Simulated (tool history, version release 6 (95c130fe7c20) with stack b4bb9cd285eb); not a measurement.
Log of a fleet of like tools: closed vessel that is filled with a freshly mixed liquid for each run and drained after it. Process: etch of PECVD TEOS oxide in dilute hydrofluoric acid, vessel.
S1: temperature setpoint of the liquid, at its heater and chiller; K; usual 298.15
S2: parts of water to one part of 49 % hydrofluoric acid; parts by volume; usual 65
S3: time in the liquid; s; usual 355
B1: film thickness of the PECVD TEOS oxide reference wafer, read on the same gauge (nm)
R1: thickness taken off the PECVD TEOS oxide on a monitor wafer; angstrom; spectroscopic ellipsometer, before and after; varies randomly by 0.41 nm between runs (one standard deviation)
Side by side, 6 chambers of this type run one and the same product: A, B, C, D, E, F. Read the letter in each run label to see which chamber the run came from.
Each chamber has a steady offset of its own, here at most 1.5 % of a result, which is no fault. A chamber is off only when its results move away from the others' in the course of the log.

run 1D day=0.225 | S1=298.15 S2=65 S3=355 | B1=129.98 | R1=508.39
run 2C day=0.550 | S1=298.15 S2=65 S3=355 | B1=129.99 | R1=504.16
run 3A day=0.762 | S1=298.15 S2=65 S3=355 | B1=130.02 | R1=506.66
run 4B day=0.933 | S1=298.15 S2=65 S3=355 | B1=129.98 | R1=513.95
run 5E day=1.254 | S1=298.15 S2=65 S3=355 | B1=130.01 | R1=506.60
run 6F day=1.421 | S1=298.15 S2=65 S3=355 | B1=129.98 | R1=506.47
run 7A day=1.712 | S1=298.15 S2=65 S3=355 | B1=130.05 | R1=515.13
-- day=1.821 chamber A: thermometer replaced
run 8F day=2.054 | S1=298.15 S2=65 S3=355 | B1=129.98 | R1=501.46
run 9B day=2.396 | S1=298.15 S2=65 S3=355 | B1=130.01 | R1=508.86
run 10E day=2.767 | S1=301.15 S2=65 S3=355 | B1=129.97 | R1=576.66
run 11D day=2.988 | S1=301.15 S2=65 S3=355 | B1=130.04 | R1=566.50
run 12C day=3.304 | S1=301.15 S2=65 S3=355 | B1=130.01 | R1=569.99
run 13E day=3.488 | S1=301.15 S2=65 S3=355 | B1=130.01 | R1=574.36
run 14D day=3.738 | S1=301.15 S2=65 S3=355 | B1=130.00 | R1=569.33
run 15F day=4.008 | S1=301.15 S2=65 S3=355 | B1=130.01 | R1=553.12
run 16A day=4.200 | S1=298.15 S2=65 S3=355 | B1=130.00 | R1=507.78
run 17C day=4.475 | S1=298.15 S2=65 S3=355 | B1=129.99 | R1=507.49
run 18B day=4.758 | S1=298.15 S2=65 S3=355 | B1=129.98 | R1=507.66
run 19E day=5.025 | S1=298.15 S2=65 S3=355 | B1=130.00 | R1=506.83
run 20A day=5.383 | S1=298.15 S2=65 S3=355 | B1=129.95 | R1=513.83
run 21D day=5.692 | S1=298.15 S2=65 S3=355 | B1=130.01 | R1=511.81
run 22B day=5.904 | S1=298.15 S2=65 S3=355 | B1=130.04 | R1=501.08
run 23F day=6.183 | S1=298.15 S2=65 S3=355 | B1=130.00 | R1=477.20
run 24C day=6.488 | S1=298.15 S2=65 S3=355 | B1=130.02 | R1=510.84
run 25B day=6.738 | S1=298.15 S2=65 S3=225 | B1=130.00 | R1=324.79
run 26F day=6.946 | S1=298.15 S2=65 S3=225 | B1=130.02 | R1=298.01
run 27C day=7.212 | S1=298.15 S2=65 S3=225 | B1=130.04 | R1=322.37
run 28D day=7.454 | S1=298.15 S2=65 S3=225 | B1=130.02 | R1=322.11
-- day=7.575 chamber C: hydrofluoric acid flow meter replaced
run 29E day=7.650 | S1=298.15 S2=65 S3=225 | B1=130.05 | R1=316.51
run 30A day=7.900 | S1=298.15 S2=65 S3=225 | B1=129.99 | R1=321.32
run 31A day=8.238 | S1=298.15 S2=65 S3=355 | B1=129.99 | R1=508.66
run 32F day=8.438 | S1=298.15 S2=65 S3=355 | B1=130.02 | R1=463.07
run 33C day=8.821 | S1=298.15 S2=65 S3=355 | B1=130.03 | R1=505.63
run 34D day=8.988 | S1=298.15 S2=65 S3=355 | B1=129.97 | R1=502.57
run 35E day=9.292 | S1=298.15 S2=65 S3=355 | B1=129.98 | R1=515.28
run 36B day=9.667 | S1=298.15 S2=65 S3=355 | B1=129.99 | R1=502.76
run 37D day=9.958 | S1=298.15 S2=65 S3=355 | B1=129.96 | R1=511.38
run 38E day=10.129 | S1=298.15 S2=65 S3=355 | B1=130.03 | R1=502.17

What goes on in this fleet: one chamber off, a drifting gauge, or nothing beyond the chambers' own small offsets? Name the chamber and the cause, if any.

One chamber, F, drifts off from the rest bit by bit.
Cause: hydrofluoric acid flow below the setpoint (%) = 9.75.
With only this log, it may be confused with: liquid colder than its thermometer reads (K).

Below are 4 candidate recipes for chamber F's next run, each the usual settings with a change, their results shown as question marks. Which of them brings F's results back in line with what the other chambers give on the usual settings?
In line means no further than this from the other chambers' mean on the usual settings: R1 14.00 angstrom
run 39F-1 day=10.404 | S1=298.15 S2=65 S3=315 | R1=?
run 39F-2 day=10.404 | S1=298.15 S2=65 S3=375 | R1=?
run 39F-3 day=10.404 | S1=298.15 S2=65 S3=335 | R1=?
run 39F-4 day=10.404 | S1=298.65 S2=60 S3=355 | R1=?

The mean the other chambers reach with the usual settings: R1 507.61 angstrom
run=39F-1 R1=403.21
run=39F-2 R1=480.01
run=39F-3 R1=428.81
run=39F-4 R1=505.30
39F-4 puts the chamber back in line with the other chambers.
